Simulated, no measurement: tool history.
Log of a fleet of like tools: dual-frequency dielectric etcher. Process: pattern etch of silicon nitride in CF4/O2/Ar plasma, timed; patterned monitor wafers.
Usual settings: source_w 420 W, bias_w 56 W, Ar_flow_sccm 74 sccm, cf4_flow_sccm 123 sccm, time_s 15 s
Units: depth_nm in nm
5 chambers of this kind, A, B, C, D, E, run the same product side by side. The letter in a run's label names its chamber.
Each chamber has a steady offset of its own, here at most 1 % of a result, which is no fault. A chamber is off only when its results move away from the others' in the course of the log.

run	hour	source_w	bias_w	Ar_flow_sccm	cf4_flow_sccm	time_s	hours since the last wet clean	hours since the last source power generator calibration	hours since the last bias power generator calibration	hours since the last Ar flow controller change	hours since the last CF4 flow controller change	read-back reference wafer on the same gauge, depth_nm	depth_nm
1A	7.4	420	56	74	123	15	221.6	1006.1	2523.0	2047.1	1276.0	21.793	27.099
# hour 9.3: chamber B: wet clean of the chamber
# hour 12.6: chamber B: Ar flow controller replaced
2B	13.1	420	56	74	123	15	3.8	2099.2	2911.7	0.6	3972.7	21.799	26.820
3E	25.9	420	56	74	123	15	252.0	1913.8	1806.7	927.0	1234.4	21.779	27.019
4C	34.7	420	56	74	123	15	179.2	2793.5	186.2	1717.0	1135.9	21.795	26.696
5D	43.1	420	56	74	123	15	198.6	717.3	957.1	3625.1	2164.5	21.812	26.810
6D	52.1	420	56	74	123	15	207.6	726.3	966.1	3634.1	2173.5	21.791	26.931
# hour 56.3: chamber A: bias power generator calibrated
7C	64.0	420	64	74	123	15	208.5	2822.8	215.5	1746.3	1165.2	21.813	28.125
8A	76.3	420	64	74	123	15	290.5	1075.0	20.1	2116.0	1344.9	21.795	28.724
9E	88.2	420	64	74	123	15	314.3	1976.1	1869.0	989.3	1296.7	21.796	28.234
10B	94.4	420	64	74	123	15	85.1	2180.5	2993.0	81.9	4054.0	21.813	28.481
11A	105.1	420	64	74	123	15	319.3	1103.8	48.9	2144.8	1373.7	21.792	28.622
12D	112.7	420	56	74	123	15	268.2	786.9	1026.7	3694.7	2234.1	21.805	26.888
13E	123.2	420	56	74	123	15	349.3	2011.1	1904.0	1024.3	1331.7	21.782	26.741
14C	135.6	420	56	74	123	15	280.1	2894.4	287.1	1817.9	1236.8	21.820	26.670
15B	146.7	420	56	74	123	15	137.4	2232.8	3045.3	134.2	4106.3	21.809	27.043
16D	154.0	420	56	74	123	15	309.5	828.2	1068.0	3736.0	2275.4	21.807	27.188
17E	165.5	420	56	74	123	15	391.6	2053.4	1946.3	1066.6	1374.0	21.799	26.900
18B	171.8	420	56	74	123	15	162.5	2257.9	3070.4	159.3	4131.4	21.788	27.131
# hour 180.1: chamber E: wet clean of the chamber
19A	180.6	420	56	74	123	15	394.8	1179.3	124.4	2220.3	1449.2	21.801	27.133
20C	190.3	420	56	74	123	15	334.8	2949.1	341.8	1872.6	1291.5	21.811	26.861
21A	196.0	420	56	74	123	15	410.2	1194.7	139.8	2235.7	1464.6	21.807	27.101
# hour 200.0: chamber C: wet clean of the chamber
22E	208.2	420	56	74	123	15	28.1	2096.1	1989.0	1109.3	1416.7	21.800	26.835
23D	214.3	420	56	74	123	15	369.8	888.5	1128.3	3796.3	2335.7	21.799	27.023
24B	224.2	420	56	74	123	15	214.9	2310.3	3122.8	211.7	4183.8	21.785	27.170
25C	232.0	420	56	74	123	15	32.0	2990.8	383.5	1914.3	1333.2	21.809	26.656
26B	244.7	420	56	74	123	15	235.4	2330.8	3143.3	232.2	4204.3	21.787	27.177
27E	252.7	420	56	74	123	15	72.6	2140.6	2033.5	1153.8	1461.2	21.803	26.982
28A	263.3	420	56	74	123	15	477.5	1262.0	207.1	2303.0	1531.9	21.786	27.232
29D	271.2	420	56	74	123	15	426.7	945.4	1185.2	3853.2	2392.6	21.813	26.870
30C	280.7	420	56	74	123	15	80.7	3039.5	432.2	1963.0	1381.9	21.801	26.624
31B	287.7	420	56	74	123	15	278.4	2373.8	3186.3	275.2	4247.3	21.805	27.168
32E	298.0	420	56	74	123	15	117.9	2185.9	2078.8	1199.1	1506.5	21.784	26.882

Next, every chamber runs the same settings. What will each give?
33A	307.2	420	56	74	123	15							?
33B	307.2	420	56	74	123	15							?
33C	307.2	420	56	74	123	15							?
33D	307.2	420	56	74	123	15							?
33E	307.2	420	56	74	123	15							?

run	depth_nm
33A	27.076
33B	27.113
33C	26.705
33D	26.788
33E	26.696
